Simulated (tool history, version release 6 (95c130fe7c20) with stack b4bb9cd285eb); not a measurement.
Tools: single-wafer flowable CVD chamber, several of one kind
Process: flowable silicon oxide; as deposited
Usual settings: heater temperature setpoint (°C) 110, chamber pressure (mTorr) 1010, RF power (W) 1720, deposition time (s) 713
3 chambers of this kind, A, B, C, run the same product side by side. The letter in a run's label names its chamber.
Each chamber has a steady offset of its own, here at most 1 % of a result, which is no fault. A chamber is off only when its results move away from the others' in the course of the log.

run   hour  heater temperature setpoint (°C)  chamber pressure (mTorr)  RF power (W)  deposition time (s)  hours since the last thermocouple change  hours since the last RF generator calibration  hours since the last manometer calibration  read-back reference wafer on the same gauge, thickness_nm  mean film thickness on the monitor wafer (Å)
 1B      8                               110                      1010          1720                  713                                    2687.1                                            988                                      1074.2                                                     469.95                                        3996.2
 2A   16.1                               110                      1010          1720                  713                                     507.4                                            161                                      1240.5                                                     469.88                                        4041.8
 3C   20.8                               110                      1010          1720                  713                                     606.1                                         1042.3                                       816.5                                                     469.81                                        4010.5
 4A   24.5                               110                      1010          1720                  713                                     515.8                                          169.4                                      1248.9                                                     469.78                                        4020.4
 5B   30.5                               110                      1010          1720                  713                                    2709.6                                         1010.5                                      1096.7                                                     470.26                                        3997.9
 6C   35.4                               110                      1010          1720                  713                                     620.7                                         1056.9                                       831.1                                                     470.21                                        4023.6
 7B   41.6                               119                      1010          1995                  713                                    2720.7                                         1021.6                                      1107.8                                                     470.22                                        3129.9
 8C   47.4                               119                      1010          1995                  713                                     632.7                                         1068.9                                       843.1                                                     469.84                                        3128.2
 9A   51.4                               119                      1010          1995                  713                                     542.7                                          196.3                                      1275.8                                                     470.12                                        3143.1
10B   57.3                               110                      1010          1720                  713                                    2736.4                                         1037.3                                      1123.5                                                     469.99                                        4004.3
11A   61.8                               110                      1010          1720                  713                                     553.1                                          206.7                                      1286.2                                                     470.16                                        4033.4
12C   65.3                               110                      1010          1720                  713                                     650.6                                         1086.8                                         861                                                     469.83                                        4016.8
13A   70.6                               110                      1010          1720                  713                                     561.9                                          215.5                                        1295                                                      469.9                                        4033.7
14C   77.3                               110                      1010          1720                  713                                     662.6                                         1098.8                                         873                                                     470.26                                        3998.9
15B   82.3                               110                      1010          1720                  713                                    2761.4                                         1062.3                                      1148.5                                                     469.69                                        3994.7
16C   86.5                               110                      1010          1720                  713                                     671.8                                           1108                                       882.2                                                     470.11                                        4004.7
17B   94.7                               110                      1010          1390                  763                                    2773.8                                         1074.7                                      1160.9                                                     469.64                                        4005.6
18A  102.8                               110                      1010          1390                  763                                     594.1                                          247.7                                      1327.2                                                     469.93                                        4045.2
19C  109.1                               110                      1010          1390                  763                                     694.4                                         1130.6                                       904.8                                                     470.27                                        4015.7
     113.1  -- chamber B: thermocouple changed; heater temperature recalibrated
20A  113.2                               110                      1010          2035                  807                                     604.5                                          258.1                                      1337.6                                                     469.99                                        4723.5
21B  119.3                               110                      1010          2035                  807                                       6.3                                         1099.3                                      1185.5                                                     469.62                                        4626.9
22C  126.3                               110                      1010          2035                  807                                     711.6                                         1147.8                                         922                                                     469.72                                        4713.1
23B  133.9                               110                      1010          1720                  713                                      20.9                                         1113.9                                      1200.1                                                     470.24                                        3945.4
24A  140.2                               110                      1010          1720                  713                                     631.5                                          285.1                                      1364.6                                                     470.15                                        4032.6
     142.7  -- chamber A: capacitance manometer re-zeroed and calibrated
25C  143.8                               110                      1010          1720                  713                                     729.1                                         1165.3                                       939.5                                                     469.98                                        4031.7
26B  147.6                               110                      1010          1720                  713                                      34.6                                         1127.6                                      1213.8                                                     469.56                                        3936.7
27A  155.4                               110                      1010          1720                  713                                     646.7                                          300.3                                        12.8                                                     470.11                                        4028.8
28C  161.5                               110                      1010          1720                  713                                     746.8                                           1183                                       957.2                                                     470.22                                        4008.8
29B  165.5                               110                      1010          1720                  713                                      52.5                                         1145.5                                      1231.7                                                     469.93                                        3943.4
30A  172.1                               110                      1010          1720                  713                                     663.4                                            317                                        29.5                                                     470.11                                        4050.3
31A  178.1                               110                      1010          1720                  713                                     669.4                                            323                                        35.5                                                     470.08                                          4030
32C  182.1                               110                      1010          1720                  713                                     767.4                                         1203.6                                       977.8                                                     469.97                                        4016.6
33B  186.8                               110                      1010          1720                  804                                      73.8                                         1166.8                                        1253                                                     469.89                                          4423
34A  194.3                               110                      1010          1720                  804                                     685.6                                          339.2                                        51.7                                                     469.73                                        4561.5
35B  199.8                               110                      1010          1720                  804                                      86.8                                         1179.8                                        1266                                                      469.9                                        4438.4
36C  204.8                               110                      1010          1720                  713                                     790.1                                         1226.3                                      1000.5                                                     469.86                                        4008.8
37B  209.1                               110                      1010          1720                  713                                      96.1                                         1189.1                                      1275.3                                                     469.73                                        3926.2
38C  213.1                               110                      1010          1720                  713                                     798.4                                         1234.6                                      1008.8                                                     470.05                                        4014.1
39A  218.4                               110                      1010          1720                  713                                     709.7                                          363.3                                        75.8                                                     470.21                                        4028.6
40B  222.7                               110                      1010          1720                  713                                     109.7                                         1202.7                                      1288.9                                                     469.93                                        3929.8
41C  227.5                               110                      1010          1720                  713                                     812.8                                           1249                                      1023.2                                                     470.42                                        4010.3
42A  231.2                               110                      1010          1720                  713                                     722.5                                          376.1                                        88.6                                                     470.37                                        4043.9

What goes on in this fleet: one chamber off, a drifting gauge, or nothing beyond the chambers' own small offsets? Name the chamber and the cause, if any.

A service left chamber B off against the others.
Cause: wafer temperature above the value expected at the setpoint (K) = 0.562.

Here are 4 candidates for chamber B's next run, each the usual settings with a change, their results left as question marks. Which one brings its results back in line with what the others give on the usual settings?
In line means no further than this from the other chambers' mean on the usual settings: mean film thickness on the monitor wafer (Å) 38
43B-1  237.1                               110                      1010          1755                  713                                                                                                                                                                                                                                             ?
43B-2  237.1                               110                      1010          1720                  711                                                                                                                                                                                                                                             ?
43B-3  237.1                               110                      1010          1720                  729                                                                                                                                                                                                                                             ?
43B-4  237.1                               110                      1000          1715                  708                                                                                                                                                                                                                                             ?

The other chambers' mean on the usual settings: mean film thickness on the monitor wafer (Å) 4020.7
  run  mean film thickness on the monitor wafer (Å)
43B-1                                        3959.1
43B-2                                        3926.4
43B-3                                        4025.8
43B-4                                        3859.3
43B-3 brings the chamber back in line.

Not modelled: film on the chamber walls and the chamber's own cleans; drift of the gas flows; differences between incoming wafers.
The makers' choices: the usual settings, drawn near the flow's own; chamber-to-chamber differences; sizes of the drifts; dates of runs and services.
